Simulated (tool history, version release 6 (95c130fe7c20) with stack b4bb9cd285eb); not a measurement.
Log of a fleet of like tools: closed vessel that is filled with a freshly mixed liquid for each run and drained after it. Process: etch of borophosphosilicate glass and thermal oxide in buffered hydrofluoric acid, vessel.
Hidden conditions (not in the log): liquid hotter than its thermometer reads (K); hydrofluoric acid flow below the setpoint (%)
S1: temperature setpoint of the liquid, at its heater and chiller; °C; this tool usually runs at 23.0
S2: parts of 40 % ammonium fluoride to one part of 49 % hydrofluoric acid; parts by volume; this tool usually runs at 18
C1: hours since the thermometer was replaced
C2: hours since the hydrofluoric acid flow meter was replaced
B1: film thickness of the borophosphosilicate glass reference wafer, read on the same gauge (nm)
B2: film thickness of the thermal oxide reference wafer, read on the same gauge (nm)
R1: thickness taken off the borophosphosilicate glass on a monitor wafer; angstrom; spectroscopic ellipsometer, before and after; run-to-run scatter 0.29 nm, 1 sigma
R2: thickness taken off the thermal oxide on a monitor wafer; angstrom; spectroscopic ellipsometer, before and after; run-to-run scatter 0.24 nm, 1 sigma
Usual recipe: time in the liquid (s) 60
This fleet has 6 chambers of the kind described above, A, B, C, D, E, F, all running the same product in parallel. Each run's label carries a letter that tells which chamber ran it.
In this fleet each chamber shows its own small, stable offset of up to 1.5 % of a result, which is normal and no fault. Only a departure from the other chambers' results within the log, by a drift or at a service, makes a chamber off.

{"run": "1D", "hour": 6.2, "S1": 23.0, "S2": 18, "time in the liquid (s)": 60, "C1": 712.0, "C2": 471.2, "B1": 90.029, "B2": 140.0, "R1": 401.77, "R2": 356.97}
{"run": "2F", "hour": 14.1, "S1": 23.0, "S2": 18, "time in the liquid (s)": 60, "C1": 326.1, "C2": 38.0, "B1": 90.005, "B2": 140.01, "R1": 397.03, "R2": 359.17}
{"run": "3A", "hour": 23.3, "S1": 23.0, "S2": 18, "time in the liquid (s)": 60, "C1": 2208.9, "C2": 388.3, "B1": 90.006, "B2": 140.0, "R1": 393.15, "R2": 367.53}
{"run": "4E", "hour": 30.7, "S1": 23.0, "S2": 18, "time in the liquid (s)": 60, "C1": 994.3, "C2": 230.5, "B1": 89.995, "B2": 139.96, "R1": 403.96, "R2": 357.73}
{"run": "5C", "hour": 37.8, "S1": 23.0, "S2": 18, "time in the liquid (s)": 60, "C1": 443.8, "C2": 796.7, "B1": 90.015, "B2": 140.0, "R1": 403.52, "R2": 362.54}
{"run": "6B", "hour": 44.3, "S1": 23.0, "S2": 18, "time in the liquid (s)": 60, "C1": 2046.3, "C2": 989.3, "B1": 89.994, "B2": 140.01, "R1": 408.66, "R2": 365.86}
{"run": "7C", "hour": 50.7, "S1": 23.0, "S2": 18, "time in the liquid (s)": 60, "C1": 456.7, "C2": 809.6, "B1": 90.009, "B2": 139.96, "R1": 403.85, "R2": 360.22}
{"run": "8A", "hour": 56.9, "S1": 23.0, "S2": 18, "time in the liquid (s)": 60, "C1": 2242.5, "C2": 421.9, "B1": 89.985, "B2": 139.99, "R1": 395.64, "R2": 363.15}
{"run": "9D", "hour": 68.3, "S1": 23.0, "S2": 18, "time in the liquid (s)": 60, "C1": 774.1, "C2": 533.3, "B1": 90.025, "B2": 139.99, "R1": 401.25, "R2": 366.21}
{"run": "10E", "hour": 76.7, "S1": 23.0, "S2": 18, "time in the liquid (s)": 60, "C1": 1040.3, "C2": 276.5, "B1": 90.023, "B2": 140.02, "R1": 408.17, "R2": 360.21}
{"hour": 79.9, "done": "chamber B: hydrofluoric acid flow meter replaced"}
{"run": "11F", "hour": 84.9, "S1": 23.0, "S2": 18, "time in the liquid (s)": 60, "C1": 396.9, "C2": 108.8, "B1": 90.001, "B2": 139.98, "R1": 399.42, "R2": 360.57}
{"run": "12B", "hour": 95.7, "S1": 23.0, "S2": 18, "time in the liquid (s)": 60, "C1": 2097.7, "C2": 15.8, "B1": 90.002, "B2": 140.03, "R1": 405.67, "R2": 363.99}
{"run": "13D", "hour": 102.3, "S1": 23.0, "S2": 21, "time in the liquid (s)": 70, "C1": 808.1, "C2": 567.3, "B1": 89.992, "B2": 140.02, "R1": 412.15, "R2": 366.84}
{"run": "14E", "hour": 111.3, "S1": 23.0, "S2": 21, "time in the liquid (s)": 70, "C1": 1074.9, "C2": 311.1, "B1": 90.016, "B2": 139.98, "R1": 411.07, "R2": 362.83}
{"run": "15C", "hour": 123.0, "S1": 23.0, "S2": 21, "time in the liquid (s)": 70, "C1": 529.0, "C2": 881.9, "B1": 89.995, "B2": 139.98, "R1": 410.27, "R2": 368.26}
{"run": "16A", "hour": 136.0, "S1": 23.0, "S2": 21, "time in the liquid (s)": 70, "C1": 2321.6, "C2": 501.0, "B1": 89.993, "B2": 140.02, "R1": 406.53, "R2": 370.34}
{"run": "17B", "hour": 142.5, "S1": 23.0, "S2": 21, "time in the liquid (s)": 70, "C1": 2144.5, "C2": 62.6, "B1": 90.01, "B2": 140.03, "R1": 408.86, "R2": 375.97}
{"run": "18F", "hour": 151.0, "S1": 23.0, "S2": 21, "time in the liquid (s)": 70, "C1": 463.0, "C2": 174.9, "B1": 89.987, "B2": 139.99, "R1": 406.09, "R2": 369.85}
{"hour": 151.4, "done": "chamber B: thermometer replaced"}
{"hour": 154.1, "done": "chamber A: thermometer replaced"}
{"run": "19C", "hour": 163.1, "S1": 23.0, "S2": 18, "time in the liquid (s)": 60, "C1": 569.1, "C2": 922.0, "B1": 89.962, "B2": 140.01, "R1": 400.15, "R2": 363.12}
{"run": "20A", "hour": 170.0, "S1": 23.0, "S2": 18, "time in the liquid (s)": 60, "C1": 16.0, "C2": 535.0, "B1": 90.039, "B2": 140.02, "R1": 390.97, "R2": 360.91}
{"run": "21F", "hour": 182.2, "S1": 23.0, "S2": 18, "time in the liquid (s)": 60, "C1": 494.2, "C2": 206.1, "B1": 90.014, "B2": 139.99, "R1": 394.61, "R2": 364.55}
{"run": "22B", "hour": 193.2, "S1": 23.0, "S2": 18, "time in the liquid (s)": 60, "C1": 41.8, "C2": 113.3, "B1": 90.03, "B2": 139.98, "R1": 402.86, "R2": 362.46}
{"run": "23D", "hour": 203.7, "S1": 23.0, "S2": 18, "time in the liquid (s)": 60, "C1": 909.5, "C2": 668.7, "B1": 90.026, "B2": 140.02, "R1": 399.71, "R2": 356.7}
{"run": "24E", "hour": 211.3, "S1": 28.0, "S2": 18, "time in the liquid (s)": 85, "C1": 1174.9, "C2": 411.1, "B1": 90.017, "B2": 140.01, "R1": 746.84, "R2": 668.16}
{"run": "25F", "hour": 221.6, "S1": 28.0, "S2": 18, "time in the liquid (s)": 85, "C1": 533.6, "C2": 245.5, "B1": 90.018, "B2": 139.99, "R1": 745.9, "R2": 667.47}
{"run": "26C", "hour": 234.8, "S1": 28.0, "S2": 18, "time in the liquid (s)": 85, "C1": 640.8, "C2": 993.7, "B1": 90.035, "B2": 140.02, "R1": 741.0, "R2": 679.52}
{"run": "27B", "hour": 247.3, "S1": 28.0, "S2": 18, "time in the liquid (s)": 85, "C1": 95.9, "C2": 167.4, "B1": 90.008, "B2": 140.01, "R1": 747.9, "R2": 677.94}
{"run": "28D", "hour": 256.1, "S1": 28.0, "S2": 18, "time in the liquid (s)": 85, "C1": 961.9, "C2": 721.1, "B1": 90.019, "B2": 139.98, "R1": 752.33, "R2": 678.67}
{"hour": 260.3, "done": "chamber A: hydrofluoric acid flow meter replaced"}
{"run": "29A", "hour": 268.8, "S1": 28.0, "S2": 18, "time in the liquid (s)": 85, "C1": 114.8, "C2": 8.5, "B1": 89.973, "B2": 139.94, "R1": 744.11, "R2": 681.11}
{"run": "30E", "hour": 277.0, "S1": 23.0, "S2": 18, "time in the liquid (s)": 60, "C1": 1240.6, "C2": 476.8, "B1": 89.97, "B2": 139.98, "R1": 405.79, "R2": 357.47}
{"run": "31E", "hour": 285.1, "S1": 23.0, "S2": 18, "time in the liquid (s)": 60, "C1": 1248.7, "C2": 484.9, "B1": 90.009, "B2": 139.96, "R1": 403.35, "R2": 359.82}
{"run": "32D", "hour": 296.8, "S1": 25.5, "S2": 18, "time in the liquid (s)": 60, "C1": 1002.6, "C2": 761.8, "B1": 90.022, "B2": 140.03, "R1": 459.05, "R2": 413.23}
{"run": "33A", "hour": 303.9, "S1": 25.5, "S2": 18, "time in the liquid (s)": 60, "C1": 149.9, "C2": 43.6, "B1": 90.018, "B2": 140.0, "R1": 454.29, "R2": 418.1}
{"run": "34F", "hour": 313.0, "S1": 25.5, "S2": 18, "time in the liquid (s)": 60, "C1": 625.0, "C2": 336.9, "B1": 89.992, "B2": 140.0, "R1": 459.56, "R2": 416.28}
{"hour": 321.2, "done": "chamber E: thermometer replaced"}
{"run": "35B", "hour": 326.2, "S1": 25.5, "S2": 18, "time in the liquid (s)": 60, "C1": 174.8, "C2": 246.3, "B1": 89.969, "B2": 140.0, "R1": 463.93, "R2": 415.89}
{"run": "36C", "hour": 337.0, "S1": 25.5, "S2": 18, "time in the liquid (s)": 60, "C1": 743.0, "C2": 1095.9, "B1": 89.993, "B2": 139.97, "R1": 457.17, "R2": 414.35}
{"run": "37E", "hour": 347.0, "S1": 25.5, "S2": 18, "time in the liquid (s)": 60, "C1": 25.9, "C2": 546.8, "B1": 89.979, "B2": 139.97, "R1": 462.56, "R2": 414.56}
{"run": "38A", "hour": 355.6, "S1": 23.0, "S2": 13, "time in the liquid (s)": 60, "C1": 201.6, "C2": 95.3, "B1": 89.996, "B2": 139.97, "R1": 539.21, "R2": 505.81}
{"run": "39F", "hour": 369.0, "S1": 23.0, "S2": 13, "time in the liquid (s)": 60, "C1": 681.0, "C2": 392.9, "B1": 90.014, "B2": 139.96, "R1": 546.19, "R2": 493.55}
{"run": "40D", "hour": 379.0, "S1": 23.0, "S2": 13, "time in the liquid (s)": 60, "C1": 1084.8, "C2": 844.0, "B1": 90.01, "B2": 140.04, "R1": 547.17, "R2": 502.95}

Has any chamber moved away from the others, gradually or after a service, or does the common gauge drift, or do the chambers differ only by their own small steady offsets? State the chamber and the most likely cause if one applies.

The fleet is healthy, with each chamber sitting at its usual small offset and no drift in the gauge.

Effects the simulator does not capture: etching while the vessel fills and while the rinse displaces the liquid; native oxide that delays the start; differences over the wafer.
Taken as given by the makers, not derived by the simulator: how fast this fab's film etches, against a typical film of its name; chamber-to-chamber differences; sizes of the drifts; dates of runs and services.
